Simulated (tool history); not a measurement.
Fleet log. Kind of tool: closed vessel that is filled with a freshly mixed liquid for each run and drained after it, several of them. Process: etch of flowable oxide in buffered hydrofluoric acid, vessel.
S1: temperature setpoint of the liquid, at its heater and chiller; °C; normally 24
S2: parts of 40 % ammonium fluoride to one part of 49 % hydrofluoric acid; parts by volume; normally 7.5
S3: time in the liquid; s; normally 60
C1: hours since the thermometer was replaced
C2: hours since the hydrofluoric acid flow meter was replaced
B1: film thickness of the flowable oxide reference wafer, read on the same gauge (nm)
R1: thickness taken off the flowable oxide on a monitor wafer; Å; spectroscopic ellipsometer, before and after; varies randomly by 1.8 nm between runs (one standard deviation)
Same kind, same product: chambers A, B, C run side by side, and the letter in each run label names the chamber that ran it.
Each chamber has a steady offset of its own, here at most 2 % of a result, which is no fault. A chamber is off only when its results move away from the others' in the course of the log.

run   hour  S1   S2  S3      C1      C2      B1      R1
 1A    9.1  24  7.5  60   402.1   559.9  39.994  2645.7
      10.6  -- chamber C: hydrofluoric acid flow meter replaced
 2B   15.2  24  7.5  60  1339.6  1638.2  40.008  2688.7
 3C   24.3  24  7.5  60  1240.3    13.8  40.005  2653.6
 4C   31.3  24  7.5  60  1247.3    20.8  40.004  2607.1
 5B   42.4  24  7.5  60  1366.8  1665.4  40.006  2697.5
 6A   48.6  24  7.5  60   441.6   599.4   40.02    2612
 7C   58.3  24  7.5  60  1274.3    47.8  39.986  2624.9
 8B   65.9  24  7.5  60  1390.3  1688.9  40.012  2675.3
 9A   73.3  24  7.5  60   466.3   624.1   40.01  2637.3
10A   83.7  24  7.5  60   476.7   634.5  39.976  2648.9
11C   89.1  24  7.5  60  1305.1    78.6  40.009  2629.2
12B   96.9  24  7.5  60  1421.3  1719.9  39.992  2703.3
13B  105.2  24  7.5  60  1429.6  1728.2  40.011  2682.4
14C  116.6  24  7.5  60  1332.6   106.1  39.999  2652.1
15A  128.4  24  7.5  60   521.4   679.2  40.011  2686.4
16C  137.5  24  7.5  60  1353.5     127  40.003  2633.8
17B  144.1  24  7.5  60  1468.5  1767.1  40.015  2681.1
18A  155.4  24  7.5  60   548.4   706.2      40  2680.6
19B  163.7  24  7.5  60  1488.1  1786.7  39.986  2689.1
20A  173.8  24  7.5  60   566.8   724.6  39.999    2707
21C  180.1  24  7.5  60  1396.1   169.6  39.992  2638.6
22B    192  24  7.5  60  1516.4    1815  40.005  2678.7
23C  201.8  24  7.5  60  1417.8   191.3  39.987  2613.8
24A  211.9  24  7.5  30   604.9   762.7  40.007  1361.7
25C  219.4  24  7.5  30  1435.4   208.9  40.001  1307.6
26A  231.2  24  7.5  30   624.2     782  40.004  1364.3
27B  241.6  24  7.5  60    1566  1864.6  40.037  2688.8
28A  248.5  22  9.5  60   641.5   799.3  40.003  1960.2
     252.7  -- chamber B: thermometer replaced
29C  254.8  22  9.5  60  1470.8   244.3  39.998  1893.2
30B  266.2  22  9.5  60    13.5  1889.2  40.023  1908.8
31B  277.8  24  7.5  60    25.1  1900.8  39.994  2642.8
     278.3  -- chamber B: hydrofluoric acid flow meter replaced
32C  287.3  24  7.5  60  1503.3   276.8  40.016  2606.8
33A  298.6  24  7.5  60   691.6   849.4  40.016  2804.5
34A  306.6  24  7.5  60   699.6   857.4  39.997  2827.6
35C  312.8  24  7.5  60  1528.8   302.3  40.001  2608.4
36B  323.8  24  7.5  60    71.1    45.6   40.01  2651.3
37A  331.5  24  7.5  60   724.5   882.3   40.02  2826.1
38B  339.2  24  7.5  95    86.5      61  39.994    4190
39C  346.1  24  7.5  95  1562.1   335.6  40.004  4187.6
40B    356  24  7.5  95   103.3    77.8  40.021  4202.4

Has any chamber moved away from the others, gradually or after a service, or does the common gauge drift, or do the chambers differ only by their own small steady offsets? State the chamber and the most likely cause if one applies.

Chamber A drifts away from the others.
Likeliest cause: hydrofluoric acid flow above the setpoint (%) = 7.35.
The log may not separate it from: liquid hotter than its thermometer reads (K).

Chamber A could run next with any of the 4 candidate recipes listed below; each alters the usual settings, and their results appear as question marks. Which one brings its results back in line with what the other chambers deliver on the usual settings?
Allowed miss from the other chambers' usual-settings mean, per result, to count as in line: R1 65 Å
41A-1  364.8    24    8  60               ?
41A-2  364.8  23.5  7.5  60               ?
41A-3  364.8  24.5  7.5  60               ?
41A-4  364.8    24    7  60               ?

Mean of the other chambers on the usual settings: R1 2658.3 Å
  run      R1
41A-1  2658.7
41A-2  2771.4
41A-3  2924.9
41A-4    3019
With 41A-1, the chamber falls back in line with the rest.
